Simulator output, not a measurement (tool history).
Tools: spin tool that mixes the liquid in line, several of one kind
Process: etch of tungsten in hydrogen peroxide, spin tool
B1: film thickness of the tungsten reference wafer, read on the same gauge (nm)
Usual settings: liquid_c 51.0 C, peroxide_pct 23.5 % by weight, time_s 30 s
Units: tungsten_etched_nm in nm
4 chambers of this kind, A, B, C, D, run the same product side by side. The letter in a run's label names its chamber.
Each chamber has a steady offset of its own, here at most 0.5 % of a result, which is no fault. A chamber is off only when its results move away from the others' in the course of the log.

run 1D hour=5.3 | liquid_c=51.0 peroxide_pct=23.5 time_s=30 | B1=80.004 | tungsten_etched_nm=63.284
run 2A hour=10.5 | liquid_c=51.0 peroxide_pct=23.5 time_s=30 | B1=79.994 | tungsten_etched_nm=62.910
run 3B hour=17.0 | liquid_c=51.0 peroxide_pct=23.5 time_s=30 | B1=80.007 | tungsten_etched_nm=63.038
-- hour=22.1 chamber A: new drum of peroxide connected
run 4C hour=26.8 | liquid_c=51.0 peroxide_pct=23.5 time_s=30 | B1=79.991 | tungsten_etched_nm=62.993
run 5A hour=37.7 | liquid_c=51.0 peroxide_pct=23.5 time_s=30 | B1=80.000 | tungsten_etched_nm=63.969
run 6B hour=49.4 | liquid_c=51.0 peroxide_pct=23.5 time_s=30 | B1=79.991 | tungsten_etched_nm=64.160
run 7D hour=57.8 | liquid_c=51.0 peroxide_pct=23.5 time_s=30 | B1=80.024 | tungsten_etched_nm=62.606
-- hour=64.1 chamber C: peroxide flow meter replaced
run 8C hour=65.4 | liquid_c=41.5 peroxide_pct=23.5 time_s=15 | B1=80.010 | tungsten_etched_nm=17.225
run 9C hour=72.8 | liquid_c=41.5 peroxide_pct=23.5 time_s=15 | B1=80.021 | tungsten_etched_nm=16.872
run 10B hour=79.6 | liquid_c=41.5 peroxide_pct=23.5 time_s=15 | B1=80.009 | tungsten_etched_nm=17.688
run 11A hour=85.1 | liquid_c=41.5 peroxide_pct=23.5 time_s=15 | B1=80.015 | tungsten_etched_nm=17.371
run 12D hour=97.1 | liquid_c=51.0 peroxide_pct=23.5 time_s=20 | B1=79.986 | tungsten_etched_nm=42.435
run 13C hour=105.1 | liquid_c=51.0 peroxide_pct=23.5 time_s=20 | B1=79.985 | tungsten_etched_nm=42.093
run 14A hour=110.5 | liquid_c=51.0 peroxide_pct=23.5 time_s=20 | B1=80.001 | tungsten_etched_nm=42.293
run 15D hour=120.5 | liquid_c=51.0 peroxide_pct=23.5 time_s=20 | B1=79.983 | tungsten_etched_nm=42.241
run 16B hour=128.3 | liquid_c=51.0 peroxide_pct=23.5 time_s=30 | B1=79.977 | tungsten_etched_nm=66.638
run 17D hour=133.6 | liquid_c=51.0 peroxide_pct=23.5 time_s=30 | B1=79.992 | tungsten_etched_nm=63.305
run 18C hour=141.9 | liquid_c=51.0 peroxide_pct=23.5 time_s=30 | B1=80.016 | tungsten_etched_nm=62.904
run 19A hour=150.8 | liquid_c=51.0 peroxide_pct=23.5 time_s=30 | B1=79.995 | tungsten_etched_nm=62.821
run 20B hour=157.6 | liquid_c=51.0 peroxide_pct=28.0 time_s=15 | B1=79.982 | tungsten_etched_nm=36.890
run 21A hour=162.9 | liquid_c=51.0 peroxide_pct=28.0 time_s=15 | B1=80.010 | tungsten_etched_nm=34.550
run 22C hour=172.8 | liquid_c=51.0 peroxide_pct=28.0 time_s=15 | B1=80.014 | tungsten_etched_nm=34.413
run 23B hour=179.2 | liquid_c=51.0 peroxide_pct=28.0 time_s=15 | B1=79.993 | tungsten_etched_nm=37.663
run 24D hour=191.1 | liquid_c=51.0 peroxide_pct=23.5 time_s=30 | B1=80.007 | tungsten_etched_nm=62.735
run 25A hour=197.0 | liquid_c=51.0 peroxide_pct=23.5 time_s=30 | B1=79.993 | tungsten_etched_nm=63.875
run 26B hour=206.1 | liquid_c=51.0 peroxide_pct=23.5 time_s=30 | B1=79.993 | tungsten_etched_nm=69.480

Next, every chamber runs the same settings. What will each give?
run 27A hour=214.7 | liquid_c=51.0 peroxide_pct=23.5 time_s=30 | tungsten_etched_nm=?
run 27B hour=214.7 | liquid_c=51.0 peroxide_pct=23.5 time_s=30 | tungsten_etched_nm=?
run 27C hour=214.7 | liquid_c=51.0 peroxide_pct=23.5 time_s=30 | tungsten_etched_nm=?
run 27D hour=214.7 | liquid_c=51.0 peroxide_pct=23.5 time_s=30 | tungsten_etched_nm=?

run=27A tungsten_etched_nm=62.852
run=27B tungsten_etched_nm=69.489
run=27C tungsten_etched_nm=63.273
run=27D tungsten_etched_nm=62.567
